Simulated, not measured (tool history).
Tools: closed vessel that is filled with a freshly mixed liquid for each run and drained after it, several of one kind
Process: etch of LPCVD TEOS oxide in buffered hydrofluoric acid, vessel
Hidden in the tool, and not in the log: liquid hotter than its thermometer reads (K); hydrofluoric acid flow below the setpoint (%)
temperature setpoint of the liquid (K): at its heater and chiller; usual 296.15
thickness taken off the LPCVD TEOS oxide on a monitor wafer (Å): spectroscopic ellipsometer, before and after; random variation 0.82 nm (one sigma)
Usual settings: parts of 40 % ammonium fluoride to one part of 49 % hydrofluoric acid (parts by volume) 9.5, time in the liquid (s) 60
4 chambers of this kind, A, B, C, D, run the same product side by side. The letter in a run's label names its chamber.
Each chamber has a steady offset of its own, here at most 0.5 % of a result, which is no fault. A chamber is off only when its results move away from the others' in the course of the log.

run    day  temperature setpoint of the liquid (K)  parts of 40 % ammonium fluoride to one part of 49 % hydrofluoric acid (parts by volume)  time in the liquid (s)  hours since the thermometer was replaced  hours since the hydrofluoric acid flow meter was replaced  read-back film thickness of the LPCVD TEOS oxide reference wafer, read on the same gauge (nm)  thickness taken off the LPCVD TEOS oxide on a monitor wafer (Å)
 1D  0.088                                  296.15                                                                                      9.5                      60                                    2351.9                                                      694.2                                                                                         59.969                                                           958.96
 2C  0.192                                  296.15                                                                                      9.5                      60                                    2266.5                                                      539.3                                                                                         60.005                                                           944.97
 3B  0.333                                  296.15                                                                                      9.5                      60                                    1192.8                                                      530.5                                                                                         59.987                                                              940
 4A  0.458                                  296.15                                                                                      9.5                      60                                    2287.3                                                     1110.1                                                                                         59.989                                                           944.74
 5D  0.612                                  298.15                                                                                     11.5                      60                                    2364.5                                                      706.8                                                                                         59.987                                                           885.87
 6A  0.783                                  298.15                                                                                     11.5                      60                                    2295.1                                                     1117.9                                                                                          59.99                                                           907.77
 7B  0.904                                  298.15                                                                                     11.5                      60                                    1206.5                                                      544.2                                                                                         60.021                                                           883.23
 8C  1.104                                  298.15                                                                                     11.5                      60                                    2288.4                                                      561.2                                                                                         59.994                                                           890.82
 9C  1.196                                  296.15                                                                                      9.5                      60                                    2290.6                                                      563.4                                                                                          60.01                                                           966.53
10D  1.358                                  296.15                                                                                      9.5                      60                                    2382.4                                                      724.7                                                                                         59.995                                                           953.07
11B  1.504                                  296.15                                                                                      9.5                      60                                    1220.9                                                      558.6                                                                                         59.992                                                           939.25
12A  1.692                                  291.65                                                                                      8.5                      60                                    2316.9                                                     1139.7                                                                                         60.011                                                           821.16
13C  1.879                                  291.65                                                                                      8.5                      60                                      2307                                                      579.8                                                                                         60.002                                                           809.82
14A      2                                  291.65                                                                                      8.5                      60                                    2324.3                                                     1147.1                                                                                         60.007                                                           813.45
15D    2.1                                  291.65                                                                                      8.5                      60                                    2400.2                                                      742.5                                                                                         59.988                                                           821.58
16B  2.221                                  296.15                                                                                      9.5                      60                                    1238.1                                                      575.8                                                                                         60.013                                                            943.3
17A  2.396                                  296.15                                                                                      9.5                      60                                    2333.8                                                     1156.6                                                                                         60.006                                                           945.26
18B  2.496                                  296.15                                                                                      9.5                      60                                    1244.7                                                      582.4                                                                                         60.013                                                           948.33
19C  2.683                                  296.15                                                                                      9.5                      60                                    2326.3                                                      599.1                                                                                         60.016                                                           920.95
20D  2.825                                  296.15                                                                                      9.5                      60                                    2417.6                                                      759.9                                                                                         59.997                                                           944.71
21C  2.992                                  296.15                                                                                      9.5                      60                                    2333.7                                                      606.5                                                                                          60.01                                                           924.54
22D   3.15                                  296.15                                                                                      9.5                      60                                    2425.4                                                      767.7                                                                                         60.004                                                           956.88
23B  3.342                                  296.15                                                                                      9.5                      60                                      1265                                                      602.7                                                                                         60.023                                                           953.44
24A  3.529                                  296.15                                                                                      9.5                      60                                      2361                                                     1183.8                                                                                         59.993                                                            947.5
25B  3.625                                  296.15                                                                                      9.5                      60                                    1271.8                                                      609.5                                                                                         60.002                                                           939.27
26C  3.792                                  293.65                                                                                      9.5                      90                                    2352.9                                                      625.7                                                                                         60.007                                                           1164.2
27D  3.988                                  293.65                                                                                      9.5                      90                                    2445.5                                                      787.8                                                                                         60.008                                                           1251.9
28A  4.108                                  293.65                                                                                      9.5                      90                                    2374.9                                                     1197.7                                                                                         59.985                                                           1249.6
29D  4.292                                  293.65                                                                                      9.5                      90                                    2452.8                                                      795.1                                                                                         59.971                                                           1258.8
30B  4.421                                  292.15                                                                                      9.5                      60                                    1290.9                                                      628.6                                                                                         60.019                                                           757.03

Next, every chamber runs the same settings. What will each give?
31A  4.567                                  296.15                                                                                       13                      60                                                                                                                                                                                                                                                                    ?
31B  4.567                                  296.15                                                                                       13                      60                                                                                                                                                                                                                                                                    ?
31C  4.567                                  296.15                                                                                       13                      60                                                                                                                                                                                                                                                                    ?
31D  4.567                                  296.15                                                                                       13                      60                                                                                                                                                                                                                                                                    ?

run  thickness taken off the LPCVD TEOS oxide on a monitor wafer (Å)
31A                                                            704.8
31B                                                           717.21
31C                                                           645.43
31D                                                           717.19
